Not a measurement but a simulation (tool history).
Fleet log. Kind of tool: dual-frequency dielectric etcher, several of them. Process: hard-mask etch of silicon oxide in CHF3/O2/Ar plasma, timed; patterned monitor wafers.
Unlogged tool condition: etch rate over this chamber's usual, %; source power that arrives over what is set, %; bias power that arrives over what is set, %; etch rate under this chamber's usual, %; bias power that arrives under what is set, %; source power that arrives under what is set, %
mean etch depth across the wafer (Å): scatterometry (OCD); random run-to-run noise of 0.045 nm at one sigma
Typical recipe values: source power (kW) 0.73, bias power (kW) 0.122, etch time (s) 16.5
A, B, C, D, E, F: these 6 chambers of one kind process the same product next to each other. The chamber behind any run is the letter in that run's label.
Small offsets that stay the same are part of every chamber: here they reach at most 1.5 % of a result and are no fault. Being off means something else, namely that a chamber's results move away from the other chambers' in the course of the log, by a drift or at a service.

run,hour,source power (kW),bias power (kW),etch time (s),hours since the last wet clean,hours since the last source power generator calibration,hours since the last bias power generator calibration,"read-back reference wafer on the same gauge, depth_nm",mean etch depth across the wafer (Å)
1E,5.8,0.73,0.122,16.5,542.9,65.5,2353.8,28.2,313.62
2B,11.1,0.73,0.122,16.5,52.6,1577.8,80.4,28.194,312.39
# hour 13.4: chamber E: wet clean of the chamber
3D,15.7,0.73,0.122,16.5,281.2,138.4,969.1,28.186,311.26
4C,20.1,0.73,0.122,16.5,253.1,3642.2,2661.3,28.196,312.36
5F,23.9,0.73,0.122,16.5,210.3,3101.1,592.2,28.176,310.92
6A,27.8,0.73,0.122,13.5,393.5,2058.8,163.6,28.179,252.64
7E,34.8,0.73,0.122,13.5,21.5,94.5,2382.8,28.159,256.67
8B,41,0.73,0.122,13.5,82.5,1607.7,110.3,28.162,255.26
9A,47.1,0.73,0.122,13.5,412.8,2078.1,182.9,28.174,253.08
10D,50.3,0.73,0.122,13.5,315.8,173,1003.7,28.163,254.83
11C,55.6,0.73,0.122,13.5,288.6,3677.7,2696.8,28.165,254.74
# hour 59.7: chamber A: wet clean of the chamber
12F,61.9,0.73,0.122,16.5,248.3,3139.1,630.2,28.145,310.71
13D,66.7,0.73,0.122,16.5,332.2,189.4,1020.1,28.166,310.76
14F,73.2,0.73,0.122,16.5,259.6,3150.4,641.5,28.145,310.53
15A,76.6,0.73,0.122,16.5,16.9,2107.6,212.4,28.137,308.8
16E,83.8,0.73,0.122,16.5,70.5,143.5,2431.8,28.123,313.14
17B,87.5,0.73,0.122,16.5,129,1654.2,156.8,28.14,310.73
18C,94.4,0.73,0.122,16.5,327.4,3716.5,2735.6,28.133,311.17
19E,99.2,0.73,0.122,16.5,85.9,158.9,2447.2,28.137,313.65
20B,106.1,0.73,0.122,16.5,147.6,1672.8,175.4,28.12,312.25
21C,110.3,0.73,0.122,16.5,343.3,3732.4,2751.5,28.122,311.82
22D,116.1,0.73,0.122,16.5,381.6,238.8,1069.5,28.11,309.96
23A,119.9,0.73,0.122,16.5,60.2,2150.9,255.7,28.107,309.07
24F,123.5,0.73,0.122,16.5,309.9,3200.7,691.8,28.118,310.87
25B,130.5,0.73,0.122,16.5,172,1697.2,199.8,28.107,309.78
26E,137.3,0.73,0.122,16.5,124,197,2485.3,28.093,312.97
# hour 143.2: chamber C: wet clean of the chamber
27D,143.8,0.73,0.122,16.5,409.3,266.5,1097.2,28.094,311.12
28F,147.9,0.73,0.122,16.5,334.3,3225.1,716.2,28.088,309.55
29C,152.3,0.73,0.122,16.5,9.1,3774.4,2793.5,28.082,310.85
30A,156.1,0.73,0.122,16.5,96.4,2187.1,291.9,28.094,308.16
# hour 159.7: chamber F: source power generator calibrated
31D,161.5,0.73,0.112,16.5,427,284.2,1114.9,28.086,302.84
# hour 164.2: chamber D: wet clean of the chamber
32C,166.3,0.73,0.112,16.5,23.1,3788.4,2807.5,28.07,303.76
# hour 171.2: chamber A: source power generator calibrated
33E,173.1,0.73,0.112,16.5,159.8,232.8,2521.1,28.072,304.59
34B,178.5,0.73,0.112,16.5,220,1745.2,247.8,28.068,302.91
35F,185.2,0.73,0.112,16.5,371.6,25.6,753.5,28.07,301.68
36A,191.5,0.73,0.112,16.5,131.8,20.3,327.3,28.067,300.41
37C,194.8,0.73,0.122,16.5,51.6,3816.9,2836,28.058,310.24
38E,198.5,0.73,0.122,16.5,185.2,258.2,2546.5,28.063,312.44
39D,204.2,0.73,0.122,16.5,40.1,326.9,1157.6,28.043,310.87
40B,208.7,0.73,0.122,16.5,250.2,1775.4,278,28.044,310.57
41F,212.9,0.73,0.122,16.5,399.3,53.3,781.2,28.037,309.62
42A,218.6,0.73,0.122,16.5,158.9,47.4,354.4,28.038,307.94
43D,223,0.73,0.122,16.5,58.9,345.7,1176.4,28.039,309.22

Which is it: a chamber that has drifted or been left off by a service, a gauge drift common to all chambers, or only each chamber's usual small offset? If a chamber is off, name it and its likeliest cause.

It is the gauge, not a chamber: its drift shows up in every chamber's results at once, and no chamber is off.
What lies behind it: gauge reads low (%) = 0.599.
